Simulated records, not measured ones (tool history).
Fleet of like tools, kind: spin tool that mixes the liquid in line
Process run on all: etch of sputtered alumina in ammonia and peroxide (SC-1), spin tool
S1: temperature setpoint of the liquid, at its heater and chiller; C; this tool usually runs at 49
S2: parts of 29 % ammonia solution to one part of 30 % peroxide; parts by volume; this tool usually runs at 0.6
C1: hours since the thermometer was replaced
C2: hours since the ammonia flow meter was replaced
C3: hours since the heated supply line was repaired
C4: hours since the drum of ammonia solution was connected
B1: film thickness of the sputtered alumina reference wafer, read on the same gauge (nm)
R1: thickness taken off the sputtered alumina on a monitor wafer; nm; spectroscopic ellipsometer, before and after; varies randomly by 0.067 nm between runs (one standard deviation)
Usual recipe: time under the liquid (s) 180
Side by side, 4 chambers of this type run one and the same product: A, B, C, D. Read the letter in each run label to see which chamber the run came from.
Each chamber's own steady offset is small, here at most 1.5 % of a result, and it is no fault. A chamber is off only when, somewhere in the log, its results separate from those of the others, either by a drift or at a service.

run 1B hour=4.4 | S1=49 S2=0.6 time_under_the_liquid_(s)=180 | C1=289.6 C2=1238.6 C3=1233.2 C4=342.4 | B1=99.996 | R1=8.5482
run 2C hour=9.9 | S1=49 S2=0.6 time_under_the_liquid_(s)=180 | C1=504.8 C2=722.1 C3=3013.6 C4=429.8 | B1=99.988 | R1=8.8114
run 3D hour=13.7 | S1=49 S2=0.6 time_under_the_liquid_(s)=180 | C1=1504 C2=267.4 C3=794.2 C4=847.6 | B1=100 | R1=8.9438
run 4A hour=21 | S1=49 S2=0.6 time_under_the_liquid_(s)=180 | C1=143.3 C2=343.7 C3=744 C4=67.8 | B1=99.981 | R1=8.6651
-- hour=28.1 chamber D: thermometer replaced
run 5A hour=28.2 | S1=49 S2=0.6 time_under_the_liquid_(s)=180 | C1=150.5 C2=350.9 C3=751.2 C4=75 | B1=100.04 | R1=8.8582
-- hour=28.4 chamber C: ammonia flow meter replaced
run 6C hour=33.9 | S1=49 S2=0.6 time_under_the_liquid_(s)=180 | C1=528.8 C2=5.5 C3=3037.6 C4=453.8 | B1=100.04 | R1=8.6238
run 7B hour=38.3 | S1=49 S2=0.6 time_under_the_liquid_(s)=220 | C1=323.5 C2=1272.5 C3=1267.1 C4=376.3 | B1=99.987 | R1=10.668
run 8D hour=44.4 | S1=49 S2=0.6 time_under_the_liquid_(s)=220 | C1=16.4 C2=298.1 C3=824.9 C4=878.3 | B1=100.02 | R1=10.701
-- hour=50.7 chamber D: new drum of ammonia solution connected
run 9D hour=51.9 | S1=49 S2=0.6 time_under_the_liquid_(s)=220 | C1=23.9 C2=305.6 C3=832.4 C4=1.3 | B1=100 | R1=10.747
run 10A hour=56.6 | S1=49 S2=0.6 time_under_the_liquid_(s)=220 | C1=178.9 C2=379.3 C3=779.6 C4=103.4 | B1=100.03 | R1=10.644
run 11B hour=60.2 | S1=49 S2=0.6 time_under_the_liquid_(s)=180 | C1=345.4 C2=1294.4 C3=1289 C4=398.2 | B1=99.972 | R1=8.6968
run 12C hour=63.9 | S1=49 S2=0.6 time_under_the_liquid_(s)=120 | C1=558.8 C2=35.5 C3=3067.6 C4=483.8 | B1=100 | R1=5.7576
run 13C hour=67.3 | S1=49 S2=0.6 time_under_the_liquid_(s)=120 | C1=562.2 C2=38.9 C3=3071 C4=487.2 | B1=100 | R1=5.7774
run 14D hour=72.9 | S1=49 S2=0.6 time_under_the_liquid_(s)=120 | C1=44.9 C2=326.6 C3=853.4 C4=22.3 | B1=100.01 | R1=5.798
run 15B hour=80.3 | S1=49 S2=0.6 time_under_the_liquid_(s)=120 | C1=365.5 C2=1314.5 C3=1309.1 C4=418.3 | B1=100 | R1=5.8046
run 16A hour=87.9 | S1=49 S2=0.6 time_under_the_liquid_(s)=180 | C1=210.2 C2=410.6 C3=810.9 C4=134.7 | B1=99.995 | R1=8.6708
run 17B hour=94.6 | S1=49 S2=0.6 time_under_the_liquid_(s)=115 | C1=379.8 C2=1328.8 C3=1323.4 C4=432.6 | B1=99.981 | R1=5.5941
run 18C hour=98.5 | S1=49 S2=0.6 time_under_the_liquid_(s)=115 | C1=593.4 C2=70.1 C3=3102.2 C4=518.4 | B1=100.02 | R1=5.4706
run 19A hour=102.1 | S1=49 S2=0.6 time_under_the_liquid_(s)=115 | C1=224.4 C2=424.8 C3=825.1 C4=148.9 | B1=100.03 | R1=5.5385
run 20D hour=109 | S1=49 S2=0.6 time_under_the_liquid_(s)=115 | C1=81 C2=362.7 C3=889.5 C4=58.4 | B1=100.01 | R1=5.6253
run 21B hour=115.9 | S1=49 S2=0.6 time_under_the_liquid_(s)=180 | C1=401.1 C2=1350.1 C3=1344.7 C4=453.9 | B1=100.01 | R1=8.57
run 22D hour=120.6 | S1=54 S2=0.75 time_under_the_liquid_(s)=180 | C1=92.6 C2=374.3 C3=901.1 C4=70 | B1=100.01 | R1=11.883
run 23C hour=128 | S1=54 S2=0.75 time_under_the_liquid_(s)=180 | C1=622.9 C2=99.6 C3=3131.7 C4=547.9 | B1=99.984 | R1=11.283
run 24A hour=134.5 | S1=54 S2=0.75 time_under_the_liquid_(s)=180 | C1=256.8 C2=457.2 C3=857.5 C4=181.3 | B1=99.985 | R1=11.722
run 25A hour=139.3 | S1=54 S2=0.75 time_under_the_liquid_(s)=180 | C1=261.6 C2=462 C3=862.3 C4=186.1 | B1=99.974 | R1=11.853
run 26C hour=145.2 | S1=49 S2=0.6 time_under_the_liquid_(s)=180 | C1=640.1 C2=116.8 C3=3148.9 C4=565.1 | B1=99.995 | R1=8.3766
run 27D hour=148.8 | S1=49 S2=0.7 time_under_the_liquid_(s)=130 | C1=120.8 C2=402.5 C3=929.3 C4=98.2 | B1=99.968 | R1=6.4631
run 28B hour=154.2 | S1=49 S2=0.7 time_under_the_liquid_(s)=130 | C1=439.4 C2=1388.4 C3=1383 C4=492.2 | B1=100.03 | R1=6.3749
run 29C hour=160.6 | S1=49 S2=0.7 time_under_the_liquid_(s)=130 | C1=655.5 C2=132.2 C3=3164.3 C4=580.5 | B1=99.965 | R1=6.1866
run 30B hour=165.9 | S1=49 S2=0.7 time_under_the_liquid_(s)=130 | C1=451.1 C2=1400.1 C3=1394.7 C4=503.9 | B1=100.01 | R1=6.3123
run 31A hour=169.8 | S1=49 S2=0.6 time_under_the_liquid_(s)=180 | C1=292.1 C2=492.5 C3=892.8 C4=216.6 | B1=99.983 | R1=8.7128
run 32D hour=177.6 | S1=49 S2=0.6 time_under_the_liquid_(s)=180 | C1=149.6 C2=431.3 C3=958.1 C4=127 | B1=100.06 | R1=8.766

What goes on in this fleet: one chamber off, a drifting gauge, or nothing beyond the chambers' own small offsets? Name the chamber and the cause, if any.

Little by little, chamber C moves away from the other chambers.
Most likely cause: liquid colder than its thermometer reads (K) = 0.967.
From this log alone, it may not be told apart from: temperature lost on the way to the wafer (K).

Here are 4 candidates for chamber C's next run, each the usual settings with a change, their results left as question marks. Which one brings its results back in line with what the others give on the usual settings?
To be in line, a result may differ from the other chambers' mean on the usual settings by at most: R1 0.23 nm
run 33C-1 hour=183.2 | S1=49 S2=0.55 time_under_the_liquid_(s)=180 | R1=?
run 33C-2 hour=183.2 | S1=49.5 S2=0.6 time_under_the_liquid_(s)=185 | R1=?
run 33C-3 hour=183.2 | S1=49 S2=0.65 time_under_the_liquid_(s)=180 | R1=?
run 33C-4 hour=183.2 | S1=48.5 S2=0.6 time_under_the_liquid_(s)=175 | R1=?

What the other chambers average on the usual settings: R1 8.7486 nm
run=33C-1 R1=8.1941
run=33C-2 R1=8.7307
run=33C-3 R1=8.324
run=33C-4 R1=7.8107
Change 33C-2 lands the chamber within the allowed miss of the other chambers.
